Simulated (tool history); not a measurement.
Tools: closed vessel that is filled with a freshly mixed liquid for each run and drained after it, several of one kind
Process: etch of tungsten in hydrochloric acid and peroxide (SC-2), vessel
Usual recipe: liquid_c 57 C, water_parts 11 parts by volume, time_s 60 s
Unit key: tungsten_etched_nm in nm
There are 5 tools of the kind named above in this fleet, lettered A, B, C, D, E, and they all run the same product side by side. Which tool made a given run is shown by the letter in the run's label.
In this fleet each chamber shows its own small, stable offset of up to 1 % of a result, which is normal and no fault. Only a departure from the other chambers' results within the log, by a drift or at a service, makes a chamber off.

run   hour  liquid_c  water_parts  time_s  hours since the thermometer was replaced  hours since the chemicals flow meter was replaced  hours since the drum of peroxide was connected  read-back film thickness of the tungsten reference wafer, read on the same gauge (nm)  tungsten_etched_nm
 1E    4.6        57           11      60                                     324.6                                               46.8                                           572.7                                                                                 100.03              17.564
 2B    9.7        57           11      60                                     922.3                                               68.3                                           108.5                                                                                    100              17.832
 3D   13.5        57           11      60                                    1393.7                                              160.5                                            37.5                                                                                    100              17.737
 4C   18.3        57           11      60                                    2132.8                                              270.6                                           727.5                                                                                 100.02              17.657
 5A   21.3        57           11      60                                    1662.5                                              483.8                                           105.6                                                                                    100              17.528
 6B   24.6        57           11      60                                     937.2                                               83.2                                           123.4                                                                                 100.02              17.517
 7E   29.6        57         13.5      85                                     349.6                                               71.8                                           597.7                                                                                 99.986              21.224
 8A     34        57         13.5      85                                    1675.2                                              496.5                                           118.3                                                                                 100.03              20.801
 9C   36.8        57         13.5      85                                    2151.3                                              289.1                                             746                                                                                 99.973              20.877
10D   41.5        57         13.5      85                                    1421.7                                              188.5                                            65.5                                                                                 100.03              21.112
11C   46.4        57         13.5      85                                    2160.9                                              298.7                                           755.6                                                                                    100              20.701
12E   49.7        57           11      60                                     369.7                                               91.9                                           617.8                                                                                 100.03              17.704
13B   53.9        57           11      60                                     966.5                                              112.5                                           152.7                                                                                 99.996               17.69
14A   58.6        57           11      60                                    1699.8                                              521.1                                           142.9                                                                                 99.986              17.911
15D   62.1        57           11      60                                    1442.3                                              209.1                                            86.1                                                                                 100.02              17.732
16B   67.3        57           11      60                                     979.9                                              125.9                                           166.1                                                                                 100.02               17.71
17A   72.4        57           11      60                                    1713.6                                              534.9                                           156.7                                                                                 99.965              17.971
18E   76.8        57           11      60                                     396.8                                                119                                           644.9                                                                                 100.01              17.614
19D   79.4        57           11      60                                    1459.6                                              226.4                                           103.4                                                                                 99.971                17.7
20C     83        57           11      60                                    2197.5                                              335.3                                           792.2                                                                                 100.01               17.72
21C   86.4        57           11      60                                    2200.9                                              338.7                                           795.6                                                                                 100.02              17.589
22D   89.5        57           11      60                                    1469.7                                              236.5                                           113.5                                                                                    100              17.799
23B   93.5        57           11      60                                    1006.1                                              152.1                                           192.3                                                                                    100              17.572
24A   98.7        57           11      60                                    1739.9                                              561.2                                             183                                                                                 100.01              18.059
25E  101.3        57           11      60                                     421.3                                              143.5                                           669.4                                                                                 99.991              17.624
26C    106        57           11      60                                    2220.5                                              358.3                                           815.2                                                                                 99.992              17.606
27E  111.2        57           11      60                                     431.2                                              153.4                                           679.3                                                                                 99.973                17.7
28A  114.4        57           11      60                                    1755.6                                              576.9                                           198.7                                                                                 99.983              18.085
29B  117.1        57           11      60                                    1029.7                                              175.7                                           215.9                                                                                 100.02              17.512
30D  122.3        57           14      60                                    1502.5                                              269.3                                           146.3                                                                                 99.956              14.312
31E  125.1        57           14      60                                     445.1                                              167.3                                           693.2                                                                                 99.994               14.45
32A    129        57           14      60                                    1770.2                                              591.5                                           213.3                                                                                    100              14.888

One chamber off, gauge drift, or nothing amiss beyond the chambers' own small offsets? If it is a chamber, which one, and what is the likeliest cause?

It is chamber A that slowly wanders off from its peers.
What lies behind it: chemicals flow above the setpoint (%) = 4.38.
The log may not separate it from: liquid hotter than its thermometer reads (K).

Here are 4 candidates for chamber A's next run, each the usual settings with a change, their results left as question marks. Which one brings its results back in line with what the others give on the usual settings?
In line means no further than this from the other chambers' mean on the usual settings: tungsten_etched_nm 0.36 nm
33A-1   133      56.5         11.5      60                                                                                                                                                                                                                                                       ?
33A-2   133        57         11.5      60                                                                                                                                                                                                                                                       ?
33A-3   133      57.5         10.5      60                                                                                                                                                                                                                                                       ?
33A-4   133      57.5           11      60                                                                                                                                                                                                                                                       ?

Usual-settings mean across the other chambers: tungsten_etched_nm 17.651 nm
  run  tungsten_etched_nm
33A-1              17.006
33A-2               17.57
33A-3               19.57
33A-4              18.835
33A-2 brings the chamber back in line.

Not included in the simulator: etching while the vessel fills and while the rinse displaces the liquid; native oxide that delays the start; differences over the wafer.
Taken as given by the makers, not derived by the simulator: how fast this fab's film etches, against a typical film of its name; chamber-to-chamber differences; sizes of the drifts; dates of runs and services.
